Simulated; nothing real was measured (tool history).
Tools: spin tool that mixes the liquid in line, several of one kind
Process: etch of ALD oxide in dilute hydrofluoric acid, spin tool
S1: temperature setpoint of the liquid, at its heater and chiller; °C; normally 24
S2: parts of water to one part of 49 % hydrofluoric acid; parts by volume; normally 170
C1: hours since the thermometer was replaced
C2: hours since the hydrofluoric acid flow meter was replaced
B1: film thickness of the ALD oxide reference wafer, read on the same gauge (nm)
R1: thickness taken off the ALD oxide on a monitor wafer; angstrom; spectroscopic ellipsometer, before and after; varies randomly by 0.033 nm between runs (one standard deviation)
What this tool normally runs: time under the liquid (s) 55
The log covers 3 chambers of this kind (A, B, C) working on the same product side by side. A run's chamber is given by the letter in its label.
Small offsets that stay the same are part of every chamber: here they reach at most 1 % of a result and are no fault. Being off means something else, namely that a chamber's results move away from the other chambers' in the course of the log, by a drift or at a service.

Run 1A, hour 10.3: usual settings; C1 1810.3; C2 464.4; B1 129.97. Result: R1 40.826 angstrom.
Run 2C, hour 16.6: usual settings; C1 122.6; C2 1579.7; B1 130.02. Result: R1 41.487 angstrom.
Run 3B, hour 21.4: usual settings; C1 1594.7; C2 908.6; B1 129.98. Result: R1 41.065 angstrom.
Run 4A, hour 31.7: usual settings; C1 1831.7; C2 485.8; B1 130.02. Result: R1 41.822 angstrom.
Run 5C, hour 41.2: usual settings; C1 147.2; C2 1604.3; B1 130.01. Result: R1 41.354 angstrom.
Run 6B, hour 46.7: usual settings; C1 1620; C2 933.9; B1 129.97. Result: R1 41.117 angstrom.
Run 7B, hour 53.1: usual settings; C1 1626.4; C2 940.3; B1 130.05. Result: R1 40.736 angstrom.
Run 8A, hour 61.8: usual settings; C1 1861.8; C2 515.9; B1 130. Result: R1 41.037 angstrom.
Run 9C, hour 72.2: usual settings; C1 178.2; C2 1635.3; B1 129.97. Result: R1 40.773 angstrom.
Run 10C, hour 78.4: usual settings; C1 184.4; C2 1641.5; B1 130.01. Result: R1 40.963 angstrom.
Run 11A, hour 85.3: usual settings but S1 22 °C; C1 1885.3; C2 539.4; B1 130. Result: R1 38.869 angstrom.
Run 12B, hour 93.5: usual settings but S1 22 °C; C1 1666.8; C2 980.7; B1 129.97. Result: R1 37.827 angstrom.
Run 13C, hour 99: usual settings but S1 22 °C; C1 205; C2 1662.1; B1 130.03. Result: R1 38.091 angstrom.
Run 14A, hour 105.8: usual settings; C1 1905.8; C2 559.9; B1 129.99. Result: R1 42.053 angstrom.
Run 15B, hour 110.4: usual settings; C1 1683.7; C2 997.6; B1 130.01. Result: R1 41.228 angstrom.
Run 16B, hour 116.6: usual settings; C1 1689.9; C2 1003.8; B1 130.03. Result: R1 41.489 angstrom.
Run 17A, hour 126: usual settings; C1 1926; C2 580.1; B1 130. Result: R1 42.904 angstrom.
Run 18C, hour 135.5: usual settings; C1 241.5; C2 1698.6; B1 129.99. Result: R1 41.128 angstrom.
Run 19A, hour 144: usual settings but S1 20 °C; C1 1944; C2 598.1; B1 129.97. Result: R1 36.825 angstrom.
Run 20C, hour 154.5: usual settings but S1 20 °C; C1 260.5; C2 1717.6; B1 130.05. Result: R1 35.761 angstrom.
Run 21B, hour 163.3: usual settings but S1 20 °C; C1 1736.6; C2 1050.5; B1 130. Result: R1 34.846 angstrom.
Run 22B, hour 170.7: usual settings but time under the liquid (s) 75; C1 1744; C2 1057.9; B1 130.01. Result: R1 56.171 angstrom.
Run 23A, hour 176.1: usual settings but time under the liquid (s) 75; C1 1976.1; C2 630.2; B1 130.02. Result: R1 59.769 angstrom.
Run 24C, hour 185.2: usual settings but time under the liquid (s) 75; C1 291.2; C2 1748.3; B1 130.03. Result: R1 55.238 angstrom.
Run 25C, hour 191.5: usual settings; C1 297.5; C2 1754.6; B1 129.98. Result: R1 42.034 angstrom.
Run 26B, hour 196.4: usual settings; C1 1769.7; C2 1083.6; B1 130.03. Result: R1 41.295 angstrom.
Run 27A, hour 203.2: usual settings; C1 2003.2; C2 657.3; B1 130. Result: R1 44.385 angstrom.
Run 28B, hour 212.8: usual settings; C1 1786.1; C2 1100; B1 130.04. Result: R1 41.214 angstrom.
Run 29A, hour 219: usual settings; C1 2019; C2 673.1; B1 129.98. Result: R1 44.346 angstrom.
Run 30C, hour 224.4: usual settings; C1 330.4; C2 1787.5; B1 130.02. Result: R1 41.518 angstrom.
Run 31C, hour 231.5: usual settings but time under the liquid (s) 30; C1 337.5; C2 1794.6; B1 129.98. Result: R1 22.407 angstrom.
Run 32B, hour 241.8: usual settings but time under the liquid (s) 30; C1 1815.1; C2 1129; B1 129.99. Result: R1 21.911 angstrom.
Run 33A, hour 250.9: usual settings but time under the liquid (s) 30; C1 2050.9; C2 705; B1 129.99. Result: R1 24.791 angstrom.
Run 34C, hour 256.9: usual settings; C1 362.9; C2 1820; B1 129.98. Result: R1 40.966 angstrom.
Run 35B, hour 265.3: usual settings; C1 1838.6; C2 1152.5; B1 130.03. Result: R1 41.146 angstrom.
Run 36A, hour 274.8: usual settings; C1 2074.8; C2 728.9; B1 130.02. Result: R1 45.492 angstrom.
Run 37B, hour 282.7: usual settings but S2 245 parts by volume; C1 1856; C2 1169.9; B1 130.02. Result: R1 26.217 angstrom.

Next, all 3 chambers run the settings below, one line each with question marks for the results. What does each chamber give?
Run 38A, hour 290.3: usual settings. Result: R1 ?.
Run 38B, hour 290.3: usual settings. Result: R1 ?.
Run 38C, hour 290.3: usual settings. Result: R1 ?.

run      R1
38A  45.894
38B  41.166
38C  41.181

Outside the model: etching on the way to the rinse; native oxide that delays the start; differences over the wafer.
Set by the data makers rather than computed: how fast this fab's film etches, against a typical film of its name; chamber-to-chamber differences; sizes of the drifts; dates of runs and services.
